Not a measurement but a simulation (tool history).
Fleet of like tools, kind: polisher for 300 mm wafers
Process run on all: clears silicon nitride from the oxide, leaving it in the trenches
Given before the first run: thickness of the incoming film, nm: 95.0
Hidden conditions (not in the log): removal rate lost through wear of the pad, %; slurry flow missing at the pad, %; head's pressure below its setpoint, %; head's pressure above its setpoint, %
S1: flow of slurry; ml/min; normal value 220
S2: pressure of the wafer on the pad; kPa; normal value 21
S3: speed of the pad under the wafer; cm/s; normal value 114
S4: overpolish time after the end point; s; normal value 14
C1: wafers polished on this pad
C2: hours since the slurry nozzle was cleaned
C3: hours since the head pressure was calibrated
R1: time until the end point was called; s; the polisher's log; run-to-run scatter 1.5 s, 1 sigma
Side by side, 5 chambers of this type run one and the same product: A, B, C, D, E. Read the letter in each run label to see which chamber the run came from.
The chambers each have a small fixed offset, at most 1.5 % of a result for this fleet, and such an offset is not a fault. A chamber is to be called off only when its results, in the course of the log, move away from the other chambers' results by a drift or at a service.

{"run": "1E", "hour": 7.2, "S1": 220, "S2": 21, "S3": 114, "S4": 14, "C1": 287, "C2": 139.3, "C3": 275.7, "R1": 98.877}
{"run": "2B", "hour": 17.4, "S1": 220, "S2": 21, "S3": 114, "S4": 14, "C1": 468, "C2": 310.9, "C3": 175.8, "R1": 96.896}
{"run": "3D", "hour": 25.1, "S1": 220, "S2": 21, "S3": 114, "S4": 14, "C1": 761, "C2": 141.2, "C3": 409.3, "R1": 97.572}
{"run": "4A", "hour": 34.1, "S1": 220, "S2": 21, "S3": 114, "S4": 14, "C1": 392, "C2": 370.0, "C3": 1207.3, "R1": 100.27}
{"hour": 43.5, "done": "chamber B: worn pad replaced by a new one"}
{"run": "5C", "hour": 44.6, "S1": 220, "S2": 21, "S3": 114, "S4": 14, "C1": 444, "C2": 121.6, "C3": 179.8, "R1": 96.295}
{"hour": 47.6, "done": "chamber E: worn pad replaced by a new one"}
{"run": "6B", "hour": 52.6, "S1": 220, "S2": 21, "S3": 114, "S4": 14, "C1": 47, "C2": 346.1, "C3": 211.0, "R1": 95.973}
{"run": "7D", "hour": 64.1, "S1": 220, "S2": 21, "S3": 114, "S4": 14, "C1": 963, "C2": 180.2, "C3": 448.3, "R1": 98.462}
{"hour": 69.7, "done": "chamber E: head pressure recalibrated"}
{"run": "8C", "hour": 73.7, "S1": 220, "S2": 21, "S3": 114, "S4": 14, "C1": 595, "C2": 150.7, "C3": 208.9, "R1": 96.533}
{"run": "9A", "hour": 85.3, "S1": 220, "S2": 21, "S3": 94, "S4": 14, "C1": 657, "C2": 421.2, "C3": 1258.5, "R1": 120.18}
{"run": "10E", "hour": 90.8, "S1": 220, "S2": 21, "S3": 94, "S4": 14, "C1": 223, "C2": 222.9, "C3": 21.1, "R1": 119.96}
{"hour": 100.8, "done": "chamber D: worn pad replaced by a new one"}
{"run": "11A", "hour": 101.6, "S1": 220, "S2": 21, "S3": 94, "S4": 14, "C1": 741, "C2": 437.5, "C3": 1274.8, "R1": 118.83}
{"run": "12E", "hour": 107.5, "S1": 220, "S2": 21, "S3": 94, "S4": 14, "C1": 310, "C2": 239.6, "C3": 37.8, "R1": 118.09}
{"run": "13C", "hour": 114.0, "S1": 220, "S2": 21, "S3": 94, "S4": 14, "C1": 803, "C2": 191.0, "C3": 249.2, "R1": 119.71}
{"run": "14D", "hour": 123.0, "S1": 220, "S2": 21, "S3": 114, "S4": 14, "C1": 114, "C2": 239.1, "C3": 507.2, "R1": 97.185}
{"run": "15B", "hour": 133.2, "S1": 220, "S2": 21, "S3": 114, "S4": 14, "C1": 464, "C2": 426.7, "C3": 291.6, "R1": 96.965}
{"run": "16E", "hour": 144.0, "S1": 220, "S2": 21, "S3": 114, "S4": 14, "C1": 498, "C2": 276.1, "C3": 74.3, "R1": 97.127}
{"hour": 144.6, "done": "chamber C: worn pad replaced by a new one"}
{"hour": 146.8, "done": "chamber E: worn pad replaced by a new one"}
{"run": "17D", "hour": 152.1, "S1": 220, "S2": 21, "S3": 114, "S4": 14, "C1": 265, "C2": 268.2, "C3": 536.3, "R1": 100.06}
{"hour": 158.1, "done": "chamber B: worn pad replaced by a new one"}
{"run": "18C", "hour": 163.0, "S1": 250, "S2": 21, "S3": 114, "S4": 17, "C1": 95, "C2": 240.0, "C3": 298.2, "R1": 96.207}
{"hour": 163.8, "done": "chamber E: slurry nozzle cleaned"}
{"run": "19B", "hour": 173.1, "S1": 250, "S2": 21, "S3": 114, "S4": 17, "C1": 78, "C2": 466.6, "C3": 331.5, "R1": 96.727}
{"run": "20A", "hour": 179.8, "S1": 250, "S2": 21, "S3": 114, "S4": 17, "C1": 1146, "C2": 515.7, "C3": 1353.0, "R1": 96.019}
{"hour": 184.9, "done": "chamber D: slurry nozzle cleaned"}
{"run": "21C", "hour": 192.0, "S1": 250, "S2": 21, "S3": 114, "S4": 17, "C1": 245, "C2": 269.0, "C3": 327.2, "R1": 96.28}
{"run": "22B", "hour": 202.0, "S1": 250, "S2": 21, "S3": 114, "S4": 17, "C1": 227, "C2": 495.5, "C3": 360.4, "R1": 98.362}
{"run": "23A", "hour": 214.0, "S1": 220, "S2": 21, "S3": 114, "S4": 14, "C1": 1323, "C2": 549.9, "C3": 1387.2, "R1": 99.935}
{"run": "24D", "hour": 221.0, "S1": 220, "S2": 21, "S3": 114, "S4": 14, "C1": 621, "C2": 36.1, "C3": 605.2, "R1": 100.88}
{"run": "25E", "hour": 232.0, "S1": 220, "S2": 21, "S3": 114, "S4": 14, "C1": 440, "C2": 68.2, "C3": 162.3, "R1": 98.036}
{"run": "26D", "hour": 237.8, "S1": 220, "S2": 21, "S3": 114, "S4": 14, "C1": 708, "C2": 52.9, "C3": 622.0, "R1": 99.887}
{"hour": 241.1, "done": "chamber A: worn pad replaced by a new one"}
{"run": "27A", "hour": 246.8, "S1": 220, "S2": 21, "S3": 114, "S4": 14, "C1": 29, "C2": 582.7, "C3": 1420.0, "R1": 99.933}
{"run": "28C", "hour": 252.6, "S1": 220, "S2": 21, "S3": 114, "S4": 14, "C1": 558, "C2": 329.6, "C3": 387.8, "R1": 96.508}
{"hour": 255.8, "done": "chamber B: worn pad replaced by a new one"}
{"run": "29B", "hour": 259.4, "S1": 220, "S2": 21, "S3": 134, "S4": 8, "C1": 18, "C2": 552.9, "C3": 417.8, "R1": 81.591}
{"hour": 262.7, "done": "chamber C: slurry nozzle cleaned"}
{"hour": 263.4, "done": "chamber E: worn pad replaced by a new one"}
{"run": "30E", "hour": 266.5, "S1": 220, "S2": 21, "S3": 134, "S4": 8, "C1": 16, "C2": 102.7, "C3": 196.8, "R1": 84.862}
{"run": "31C", "hour": 278.0, "S1": 220, "S2": 21, "S3": 134, "S4": 8, "C1": 690, "C2": 15.3, "C3": 413.2, "R1": 84.077}
{"run": "32A", "hour": 287.7, "S1": 220, "S2": 21, "S3": 134, "S4": 8, "C1": 241, "C2": 623.6, "C3": 1460.9, "R1": 82.911}
{"run": "33E", "hour": 294.9, "S1": 220, "S2": 21, "S3": 134, "S4": 8, "C1": 163, "C2": 131.1, "C3": 225.2, "R1": 81.772}
{"hour": 297.9, "done": "chamber B: head pressure recalibrated"}
{"run": "34D", "hour": 303.9, "S1": 220, "S2": 21, "S3": 114, "S4": 14, "C1": 1050, "C2": 119.0, "C3": 688.1, "R1": 99.287}
{"run": "35B", "hour": 311.5, "S1": 220, "S2": 21, "S3": 114, "S4": 14, "C1": 288, "C2": 605.0, "C3": 13.6, "R1": 97.007}
{"hour": 316.8, "done": "chamber D: head pressure recalibrated"}
{"run": "36D", "hour": 319.3, "S1": 220, "S2": 21, "S3": 114, "S4": 14, "C1": 1129, "C2": 134.4, "C3": 2.5, "R1": 100.02}

All chambers now run identical settings, listed one chamber a line with results as question marks. What results will each chamber show?
{"run": "37A", "hour": 328.2, "S1": 220, "S2": 21, "S3": 134, "S4": 14, "R1": "?"}
{"run": "37B", "hour": 328.2, "S1": 220, "S2": 21, "S3": 134, "S4": 14, "R1": "?"}
{"run": "37C", "hour": 328.2, "S1": 220, "S2": 21, "S3": 134, "S4": 14, "R1": "?"}
{"run": "37D", "hour": 328.2, "S1": 220, "S2": 21, "S3": 134, "S4": 14, "R1": "?"}
{"run": "37E", "hour": 328.2, "S1": 220, "S2": 21, "S3": 134, "S4": 14, "R1": "?"}

run=37A R1=84.172
run=37B R1=80.883
run=37C R1=83.602
run=37D R1=85.551
run=37E R1=83.808
